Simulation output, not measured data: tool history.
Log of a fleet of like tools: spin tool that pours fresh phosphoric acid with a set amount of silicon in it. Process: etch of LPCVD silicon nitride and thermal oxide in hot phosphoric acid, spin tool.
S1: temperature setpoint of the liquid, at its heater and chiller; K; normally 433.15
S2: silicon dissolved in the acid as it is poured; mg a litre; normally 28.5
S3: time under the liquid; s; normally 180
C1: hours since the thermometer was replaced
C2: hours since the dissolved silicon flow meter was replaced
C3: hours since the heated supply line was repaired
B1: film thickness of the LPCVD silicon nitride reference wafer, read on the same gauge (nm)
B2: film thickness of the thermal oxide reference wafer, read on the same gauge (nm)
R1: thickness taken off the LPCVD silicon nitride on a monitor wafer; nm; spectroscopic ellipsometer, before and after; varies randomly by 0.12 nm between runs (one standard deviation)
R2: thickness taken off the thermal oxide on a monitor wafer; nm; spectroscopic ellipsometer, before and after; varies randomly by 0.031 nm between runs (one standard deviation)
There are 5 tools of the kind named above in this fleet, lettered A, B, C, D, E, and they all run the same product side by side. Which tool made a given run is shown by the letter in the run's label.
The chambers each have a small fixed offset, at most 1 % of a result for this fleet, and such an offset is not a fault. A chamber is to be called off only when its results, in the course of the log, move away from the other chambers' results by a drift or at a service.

{"run": "1D", "hour": 5.1, "S1": 433.15, "S2": 28.5, "S3": 180, "C1": 623.1, "C2": 391.6, "C3": 1280.1, "B1": 99.996, "B2": 69.972, "R1": 16.231, "R2": 0.21106}
{"run": "2E", "hour": 14.6, "S1": 433.15, "S2": 28.5, "S3": 180, "C1": 106.8, "C2": 594.9, "C3": 1984.3, "B1": 99.969, "B2": 70.002, "R1": 16.168, "R2": 0.24044}
{"run": "3B", "hour": 22.3, "S1": 433.15, "S2": 28.5, "S3": 180, "C1": 667.6, "C2": 1665.9, "C3": 158.2, "B1": 99.971, "B2": 70.02, "R1": 15.902, "R2": 0.21993}
{"run": "4C", "hour": 29.1, "S1": 433.15, "S2": 28.5, "S3": 180, "C1": 59.0, "C2": 899.1, "C3": 3880.1, "B1": 99.991, "B2": 69.999, "R1": 16.092, "R2": 0.17913}
{"run": "5A", "hour": 36.1, "S1": 433.15, "S2": 28.5, "S3": 180, "C1": 513.6, "C2": 1410.8, "C3": 782.9, "B1": 100.02, "B2": 70.019, "R1": 16.006, "R2": 0.27306}
{"run": "6C", "hour": 42.3, "S1": 433.15, "S2": 28.5, "S3": 180, "C1": 72.2, "C2": 912.3, "C3": 3893.3, "B1": 99.963, "B2": 70.003, "R1": 15.906, "R2": 0.23807}
{"hour": 46.9, "done": "chamber C: heated supply line repaired"}
{"run": "7B", "hour": 47.9, "S1": 435.65, "S2": 28.5, "S3": 95, "C1": 693.2, "C2": 1691.5, "C3": 183.8, "B1": 99.933, "B2": 70.024, "R1": 9.1523, "R2": 0.12144}
{"run": "8A", "hour": 57.1, "S1": 435.65, "S2": 28.5, "S3": 95, "C1": 534.6, "C2": 1431.8, "C3": 803.9, "B1": 100.01, "B2": 70.016, "R1": 9.1302, "R2": 0.10832}
{"run": "9E", "hour": 62.7, "S1": 435.65, "S2": 28.5, "S3": 95, "C1": 154.9, "C2": 643.0, "C3": 2032.4, "B1": 100.03, "B2": 70.004, "R1": 9.164, "R2": 0.1558}
{"run": "10D", "hour": 72.2, "S1": 435.65, "S2": 28.5, "S3": 95, "C1": 690.2, "C2": 458.7, "C3": 1347.2, "B1": 99.988, "B2": 70.005, "R1": 9.2023, "R2": 0.17256}
{"run": "11D", "hour": 80.5, "S1": 435.65, "S2": 28.5, "S3": 95, "C1": 698.5, "C2": 467.0, "C3": 1355.5, "B1": 100.01, "B2": 70.009, "R1": 9.2092, "R2": 0.14604}
{"run": "12B", "hour": 91.1, "S1": 433.15, "S2": 28.5, "S3": 180, "C1": 736.4, "C2": 1734.7, "C3": 227.0, "B1": 100.01, "B2": 70.008, "R1": 15.521, "R2": 0.23553}
{"run": "13A", "hour": 100.0, "S1": 433.15, "S2": 28.5, "S3": 180, "C1": 577.5, "C2": 1474.7, "C3": 846.8, "B1": 99.995, "B2": 69.978, "R1": 16.045, "R2": 0.24101}
{"run": "14C", "hour": 110.7, "S1": 433.15, "S2": 28.5, "S3": 180, "C1": 140.6, "C2": 980.7, "C3": 63.9, "B1": 99.999, "B2": 69.954, "R1": 15.952, "R2": 0.22916}
{"run": "15E", "hour": 120.9, "S1": 433.15, "S2": 28.5, "S3": 180, "C1": 213.1, "C2": 701.2, "C3": 2090.6, "B1": 100.01, "B2": 69.995, "R1": 15.704, "R2": 0.18719}
{"run": "16A", "hour": 127.4, "S1": 433.15, "S2": 28.5, "S3": 180, "C1": 604.9, "C2": 1502.1, "C3": 874.2, "B1": 100.03, "B2": 69.998, "R1": 15.909, "R2": 0.21597}
{"run": "17B", "hour": 137.1, "S1": 433.15, "S2": 28.5, "S3": 180, "C1": 782.4, "C2": 1780.7, "C3": 273.0, "B1": 100.03, "B2": 70.041, "R1": 15.532, "R2": 0.2332}
{"run": "18D", "hour": 146.4, "S1": 433.15, "S2": 28.5, "S3": 180, "C1": 764.4, "C2": 532.9, "C3": 1421.4, "B1": 100.01, "B2": 69.986, "R1": 16.068, "R2": 0.22089}
{"run": "19C", "hour": 154.5, "S1": 433.15, "S2": 28.5, "S3": 180, "C1": 184.4, "C2": 1024.5, "C3": 107.7, "B1": 100.02, "B2": 69.977, "R1": 16.026, "R2": 0.28098}
{"run": "20E", "hour": 160.6, "S1": 435.65, "S2": 28.5, "S3": 180, "C1": 252.8, "C2": 740.9, "C3": 2130.3, "B1": 99.974, "B2": 69.996, "R1": 17.272, "R2": 0.30802}
{"run": "21D", "hour": 167.8, "S1": 435.65, "S2": 28.5, "S3": 180, "C1": 785.8, "C2": 554.3, "C3": 1442.8, "B1": 100.05, "B2": 69.99, "R1": 17.326, "R2": 0.25079}
{"run": "22B", "hour": 176.0, "S1": 435.65, "S2": 28.5, "S3": 180, "C1": 821.3, "C2": 1819.6, "C3": 311.9, "B1": 99.992, "B2": 69.99, "R1": 16.881, "R2": 0.28353}
{"run": "23C", "hour": 180.6, "S1": 435.65, "S2": 28.5, "S3": 180, "C1": 210.5, "C2": 1050.6, "C3": 133.8, "B1": 100.01, "B2": 70.005, "R1": 17.369, "R2": 0.28152}
{"run": "24A", "hour": 187.1, "S1": 435.65, "S2": 28.5, "S3": 180, "C1": 664.6, "C2": 1561.8, "C3": 933.9, "B1": 99.95, "B2": 70.015, "R1": 17.539, "R2": 0.28664}
{"run": "25E", "hour": 195.7, "S1": 433.15, "S2": 28.5, "S3": 270, "C1": 287.9, "C2": 776.0, "C3": 2165.4, "B1": 100.02, "B2": 69.978, "R1": 23.981, "R2": 0.29699}
{"run": "26C", "hour": 202.8, "S1": 433.15, "S2": 28.5, "S3": 270, "C1": 232.7, "C2": 1072.8, "C3": 156.0, "B1": 99.956, "B2": 69.987, "R1": 23.891, "R2": 0.32044}
{"run": "27B", "hour": 211.5, "S1": 433.15, "S2": 28.5, "S3": 270, "C1": 856.8, "C2": 1855.1, "C3": 347.4, "B1": 99.977, "B2": 69.989, "R1": 22.523, "R2": 0.28277}
{"run": "28A", "hour": 217.4, "S1": 433.15, "S2": 28.5, "S3": 270, "C1": 694.9, "C2": 1592.1, "C3": 964.2, "B1": 100.0, "B2": 70.01, "R1": 23.669, "R2": 0.34127}
{"run": "29E", "hour": 225.2, "S1": 433.15, "S2": 28.5, "S3": 270, "C1": 317.4, "C2": 805.5, "C3": 2194.9, "B1": 100.0, "B2": 69.983, "R1": 24.047, "R2": 0.31075}
{"run": "30D", "hour": 235.1, "S1": 433.15, "S2": 28.5, "S3": 180, "C1": 853.1, "C2": 621.6, "C3": 1510.1, "B1": 100.02, "B2": 69.974, "R1": 16.077, "R2": 0.22074}
{"run": "31B", "hour": 242.7, "S1": 433.15, "S2": 28.5, "S3": 180, "C1": 888.0, "C2": 1886.3, "C3": 378.6, "B1": 99.986, "B2": 70.005, "R1": 14.976, "R2": 0.18359}
{"run": "32D", "hour": 249.3, "S1": 433.15, "S2": 28.5, "S3": 180, "C1": 867.3, "C2": 635.8, "C3": 1524.3, "B1": 99.99, "B2": 70.014, "R1": 15.922, "R2": 0.25517}
{"run": "33E", "hour": 254.0, "S1": 433.15, "S2": 28.5, "S3": 180, "C1": 346.2, "C2": 834.3, "C3": 2223.7, "B1": 99.994, "B2": 69.996, "R1": 15.848, "R2": 0.21822}
{"run": "34A", "hour": 260.1, "S1": 433.15, "S2": 28.5, "S3": 180, "C1": 737.6, "C2": 1634.8, "C3": 1006.9, "B1": 99.989, "B2": 69.973, "R1": 15.995, "R2": 0.2168}
{"hour": 264.7, "done": "chamber A: heated supply line repaired"}
{"run": "35C", "hour": 268.8, "S1": 433.15, "S2": 28.5, "S3": 180, "C1": 298.7, "C2": 1138.8, "C3": 222.0, "B1": 100.02, "B2": 69.966, "R1": 16.242, "R2": 0.21189}
{"run": "36A", "hour": 278.5, "S1": 433.15, "S2": 28.5, "S3": 180, "C1": 756.0, "C2": 1653.2, "C3": 13.9, "B1": 99.99, "B2": 70.007, "R1": 15.875, "R2": 0.19452}
{"run": "37D", "hour": 284.8, "S1": 433.15, "S2": 28.5, "S3": 180, "C1": 902.8, "C2": 671.3, "C3": 1559.8, "B1": 100.02, "B2": 70.018, "R1": 16.063, "R2": 0.22643}

All chambers now run identical settings, listed one chamber a line with results as question marks. What results will each chamber show?
{"run": "38A", "hour": 292.4, "S1": 433.15, "S2": 28.5, "S3": 180, "R1": "?", "R2": "?"}
{"run": "38B", "hour": 292.4, "S1": 433.15, "S2": 28.5, "S3": 180, "R1": "?", "R2": "?"}
{"run": "38C", "hour": 292.4, "S1": 433.15, "S2": 28.5, "S3": 180, "R1": "?", "R2": "?"}
{"run": "38D", "hour": 292.4, "S1": 433.15, "S2": 28.5, "S3": 180, "R1": "?", "R2": "?"}
{"run": "38E", "hour": 292.4, "S1": 433.15, "S2": 28.5, "S3": 180, "R1": "?", "R2": "?"}

run=38A R1=15.8540 R2=0.23563
run=38B R1=14.7670 R2=0.17002
run=38C R1=15.9280 R2=0.23121
run=38D R1=16.0980 R2=0.24241
run=38E R1=15.9480 R2=0.22889
